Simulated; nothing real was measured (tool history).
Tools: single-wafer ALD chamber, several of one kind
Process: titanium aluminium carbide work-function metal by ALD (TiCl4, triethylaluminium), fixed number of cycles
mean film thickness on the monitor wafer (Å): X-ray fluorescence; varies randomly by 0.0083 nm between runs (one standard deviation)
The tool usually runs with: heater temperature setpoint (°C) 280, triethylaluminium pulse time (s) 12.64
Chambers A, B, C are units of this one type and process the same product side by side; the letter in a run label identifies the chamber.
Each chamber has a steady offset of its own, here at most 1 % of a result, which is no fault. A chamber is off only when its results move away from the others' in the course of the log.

| run | hour | heater temperature setpoint (°C) | triethylaluminium pulse time (s) | hours since the last thermocouple change | hours since the last triethylaluminium bottle change | read-back reference wafer on the same gauge, thickness_nm | mean film thickness on the monitor wafer (Å) |
|---|---|---|---|---|---|---|---|
| 1B | 7.4 | 280 | 12.64 | 405.5 | 114.7 | 1.4909 | 18.684 |
| 2A | 16.3 | 280 | 12.64 | 179.8 | 324.2 | 1.4877 | 18.799 |
| 3C | 28 | 280 | 12.64 | 233.6 | 246.3 | 1.4915 | 18.648 |
| 4B | 42.1 | 280 | 12.64 | 440.2 | 149.4 | 1.4918 | 18.626 |
| 5C | 58.5 | 280 | 12.64 | 264.1 | 276.8 | 1.49 | 18.432 |
| 6A | 71.4 | 280 | 12.64 | 234.9 | 379.3 | 1.4895 | 18.658 |
| 7A | 85.2 | 280 | 12.64 | 248.7 | 393.1 | 1.49 | 18.826 |
| 8B | 94.7 | 280 | 12.64 | 492.8 | 202 | 1.4907 | 18.565 |
| 9C | 106.9 | 280 | 12.64 | 312.5 | 325.2 | 1.4905 | 18.532 |
| 10A | 123.3 | 280 | 12.64 | 286.8 | 431.2 | 1.4903 | 18.756 |
| 11C | 136.7 | 280 | 12.64 | 342.3 | 355 | 1.4893 | 18.555 |
| 12B | 145.2 | 274 | 12.64 | 543.3 | 252.5 | 1.4901 | 18.172 |
| 13C | 154.9 | 274 | 12.64 | 360.5 | 373.2 | 1.4901 | 18.069 |
| 14B | 164.9 | 274 | 12.64 | 563 | 272.2 | 1.4897 | 18.132 |
| 15A | 173.7 | 280 | 12.64 | 337.2 | 481.6 | 1.491 | 18.924 |
| 16A | 185.9 | 280 | 12.64 | 349.4 | 493.8 | 1.4893 | 18.625 |
| 17C | 202 | 280 | 8.95 | 407.6 | 420.3 | 1.4881 | 17.981 |
| 18B | 212.1 | 280 | 8.95 | 610.2 | 319.4 | 1.49 | 17.871 |
| 19B | 227.6 | 280 | 8.95 | 625.7 | 334.9 | 1.4913 | 17.802 |
| 20A | 235.9 | 280 | 12.64 | 399.4 | 543.8 | 1.4905 | 18.843 |

Does one chamber stand apart from the rest, does the shared gauge drift, or is all well apart from small per-chamber offsets? Give the chamber and the most likely cause, where there is one.

All chambers stay in line apart from their small fixed offsets, and the gauge does not drift.

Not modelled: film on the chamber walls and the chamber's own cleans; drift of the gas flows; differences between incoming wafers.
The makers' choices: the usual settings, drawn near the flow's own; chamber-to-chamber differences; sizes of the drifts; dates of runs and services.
